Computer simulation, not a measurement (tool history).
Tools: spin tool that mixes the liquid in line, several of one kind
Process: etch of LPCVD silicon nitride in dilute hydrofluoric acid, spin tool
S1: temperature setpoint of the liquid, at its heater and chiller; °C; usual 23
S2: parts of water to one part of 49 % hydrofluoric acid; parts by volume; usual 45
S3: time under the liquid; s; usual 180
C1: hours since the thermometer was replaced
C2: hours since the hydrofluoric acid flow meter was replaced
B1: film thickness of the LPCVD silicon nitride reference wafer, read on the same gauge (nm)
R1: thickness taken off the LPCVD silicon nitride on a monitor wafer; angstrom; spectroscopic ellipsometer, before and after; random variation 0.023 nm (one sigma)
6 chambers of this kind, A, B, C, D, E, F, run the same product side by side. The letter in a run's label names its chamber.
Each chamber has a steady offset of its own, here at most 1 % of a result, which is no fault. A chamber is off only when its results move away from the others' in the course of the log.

run     day  S1  S2   S3     C1      C2      B1      R1
 1D   0.283  23  45  180  478.9  1161.6  120.02  17.004
 2E   0.612  23  45  180  555.0   741.7  119.98  17.446
 3A   0.838  23  45  180  603.6   677.8  119.97  17.679
 4F   1.054  23  45  180  465.7  1006.9  119.99  18.017
 5B   1.254  23  45  180  344.5   384.9  119.97  17.601
 6C   1.642  23  45  180  477.7   277.1  120.00  17.373
 7C   1.979  23  45  180  485.8   285.2  120.01  17.149
 8D   2.362  23  45  180  528.8  1211.5  120.02  17.877
 9B   2.562  23  45  180  375.9   416.3  120.00  17.628
10A   2.954  23  45  180  654.4   728.6  119.99  17.260
11E   3.300  26  45  180  619.5   806.2  119.98  21.123
12F   3.529  26  45  180  525.1  1066.3  120.00  20.991
      3.704  -- chamber F: hydrofluoric acid flow meter replaced
13C   3.846  26  45  180  530.6   330.0  119.98  21.226
14D   4.038  26  45  180  569.0  1251.7  120.01  21.029
15F   4.396  26  45  180  545.9    16.7  119.97  21.106
16E   4.633  26  45  180  651.5   838.2  120.02  21.907
17A   5.021  23  45  180  704.0   778.2  119.98  16.952
18B   5.308  23  45  180  441.8   482.2  119.99  17.651
19E   5.500  23  35  215  672.3   859.0  120.03  27.098
20D   5.829  23  35  215  612.0  1294.7  120.01  26.383
21B   6.029  23  35  215  459.1   499.5  119.99  27.251
22F   6.279  23  35  215  591.1    61.9  119.98  26.240
23C   6.496  23  35  215  594.2   393.6  120.02  26.000
24A   6.804  23  35  215  746.8   821.0  120.03  26.730
25F   7.225  23  45  180  613.8    84.6  119.99  17.323
26E   7.588  23  45  180  722.4   909.1  119.99  19.133
27A   7.821  23  25  115  771.2   845.4  119.97  19.411
      7.917  -- chamber C: hydrofluoric acid flow meter replaced
28C   8.046  23  25  115  631.4     3.1  119.98  19.294
29D   8.421  23  25  115  674.2  1356.9  120.00  20.521
30B   8.625  23  25  115  521.4   561.8  119.99  19.729
31E   8.879  23  25  115  753.4   940.1  119.99  21.044
32C   9.250  23  25  115  660.3    32.0  119.99  19.772
33A   9.567  23  45  180  813.1   887.3  120.00  17.013
34D   9.975  23  45  180  711.5  1394.2  119.99  17.469
35B  10.225  23  45  180  559.8   600.2  120.00  17.707
36F  10.438  23  45  180  690.9   161.7  119.99  17.273
37C  10.858  23  45  180  698.9    70.6  119.99  17.337
38D  11.117  23  45  180  738.9  1421.6  120.00  17.483
39A  11.558  23  45  180  860.9   935.1  119.98  17.430
40E  11.921  23  45  180  826.4  1013.1  120.04  19.415
41F  12.225  23  45  180  733.8   204.6  120.01  17.497
42B  12.529  23  30  180  615.1   655.5  119.98  26.056
43E  12.962  23  30  180  851.4  1038.1  119.99  29.024

All 6 chambers run these settings next. Forecast each chamber's results:
44A  13.279  23  45  180               ?
44B  13.279  23  45  180               ?
44C  13.279  23  45  180               ?
44D  13.279  23  45  180               ?
44E  13.279  23  45  180               ?
44F  13.279  23  45  180               ?

run      R1
44A  17.169
44B  17.519
44C  17.692
44D  17.597
44E  19.240
44F  17.162
